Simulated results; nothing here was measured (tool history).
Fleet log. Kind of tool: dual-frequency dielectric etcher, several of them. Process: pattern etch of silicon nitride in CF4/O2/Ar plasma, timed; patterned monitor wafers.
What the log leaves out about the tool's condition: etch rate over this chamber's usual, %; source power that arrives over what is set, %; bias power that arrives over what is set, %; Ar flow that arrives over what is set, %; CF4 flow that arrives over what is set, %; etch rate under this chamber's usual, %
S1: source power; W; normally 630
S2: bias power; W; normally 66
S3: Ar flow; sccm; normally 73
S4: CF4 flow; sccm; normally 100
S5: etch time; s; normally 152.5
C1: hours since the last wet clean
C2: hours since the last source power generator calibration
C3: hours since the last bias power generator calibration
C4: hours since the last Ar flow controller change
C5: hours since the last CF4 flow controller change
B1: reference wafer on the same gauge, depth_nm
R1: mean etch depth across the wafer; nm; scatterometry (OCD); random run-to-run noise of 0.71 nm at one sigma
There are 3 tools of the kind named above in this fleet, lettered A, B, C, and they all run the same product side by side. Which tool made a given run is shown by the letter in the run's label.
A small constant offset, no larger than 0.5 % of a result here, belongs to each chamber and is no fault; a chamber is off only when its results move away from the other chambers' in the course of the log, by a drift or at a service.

run    day   S1  S2  S3   S4     S5     C1      C2      C3      C4      C5      B1      R1
 1B  0.108  630  66  73  100  152.5  420.8  2075.6  2091.7  5787.1    41.5  468.14  406.87
 2C  0.225  630  66  73  100  152.5   94.7  2438.1  2246.3  3118.4  1389.4  468.30  406.15
 3A  0.321  630  66  73  100  152.5  273.3   446.9  1164.9  4071.8    76.6  468.30  409.61
 4C  0.450  630  66  73  100  152.5  100.1  2443.5  2251.7  3123.8  1394.8  468.49  406.48
 5A  0.617  480  66  73  109  152.5  280.4   454.0  1172.0  4078.9    83.7  468.48  326.36
 6B  0.779  480  66  73  109  152.5  436.9  2091.7  2107.8  5803.2    57.6  468.61  323.59
 7A  0.854  480  66  73  109  152.5  286.1   459.7  1177.7  4084.6    89.4  468.68  327.02
 8C  0.933  630  66  83  100  197.5  111.7  2455.1  2263.3  3135.4  1406.4  468.67  518.73
 9B  1.075  630  66  83  100  197.5  444.0  2098.8  2114.9  5810.3    64.7  469.06  519.08
10C  1.200  630  66  83  100  197.5  118.1  2461.5  2269.7  3141.8  1412.8  468.74  519.40
     1.258  -- chamber B: wet clean of the chamber
11B  1.342  630  66  73  100  152.5    2.0  2105.2  2121.3  5816.7    71.1  469.16  409.66
12A  1.508  630  66  73  100  152.5  301.8   475.4  1193.4  4100.3   105.1  469.20  410.16
13B  1.667  630  66  73  100  152.5    9.8  2113.0  2129.1  5824.5    78.9  469.24  407.40
14A  1.758  630  66  73  100  152.5  307.8   481.4  1199.4  4106.3   111.1  469.36  409.88
15C  1.892  630  66  73  100  152.5  134.7  2478.1  2286.3  3158.4  1429.4  469.36  408.20
16C  1.979  630  66  73  100  152.5  136.8  2480.2  2288.4  3160.5  1431.5  469.65  408.24
17A  2.067  630  66  73  100  152.5  315.2   488.8  1206.8  4113.7   118.5  469.72  409.46
18B  2.242  630  66  73  119  152.5   23.6  2126.8  2142.9  5838.3    92.7  469.63  415.75
19B  2.346  630  66  73  119  152.5   26.1  2129.3  2145.4  5840.8    95.2  469.71  415.97
20C  2.504  630  66  73  119  152.5  149.4  2492.8  2301.0  3173.1  1444.1  469.91  414.65
21A  2.629  630  66  73  100  152.5  328.7   502.3  1220.3  4127.2   132.0  469.89  410.82
22C  2.767  630  75  73  100  152.5  155.7  2499.1  2307.3  3179.4  1450.4  470.32  427.38
23A  2.879  630  75  73  100  152.5  334.7   508.3  1226.3  4133.2   138.0  470.41  432.26
24B  3.058  630  75  73  100  152.5   43.2  2146.4  2162.5  5857.9   112.3  470.19  428.99
25B  3.200  630  66  73  100  152.5   46.6  2149.8  2165.9  5861.3   115.7  470.43  409.53
26A  3.296  630  66  73  100  152.5  344.7   518.3  1236.3  4143.2   148.0  470.54  411.42
27C  3.379  630  66  86  116  152.5  170.4  2513.8  2322.0  3194.1  1465.1  470.57  409.02
28B  3.521  630  66  86  116  152.5   54.3  2157.5  2173.6  5869.0   123.4  470.95  408.65
29C  3.654  630  66  86  116  152.5  177.0  2520.4  2328.6  3200.7  1471.7  470.86  407.39
30A  3.825  630  80  73  100  132.5  357.4   531.0  1249.0  4155.9   160.7  471.08  384.91
31A  3.946  630  80  73  100  132.5  360.3   533.9  1251.9  4158.8   163.6  471.10  384.23
32B  4.100  630  80  73  100  132.5   68.2  2171.4  2187.5  5882.9   137.3  471.41  383.79

Each of the 3 chambers runs these same settings next. Fill in every chamber's results:
33A  4.225  630  66  73  100  135.0                           ?
33B  4.225  630  66  73  100  135.0                           ?
33C  4.225  630  66  73  100  135.0                           ?

run      R1
33A  364.97
33B  363.28
33C  361.92

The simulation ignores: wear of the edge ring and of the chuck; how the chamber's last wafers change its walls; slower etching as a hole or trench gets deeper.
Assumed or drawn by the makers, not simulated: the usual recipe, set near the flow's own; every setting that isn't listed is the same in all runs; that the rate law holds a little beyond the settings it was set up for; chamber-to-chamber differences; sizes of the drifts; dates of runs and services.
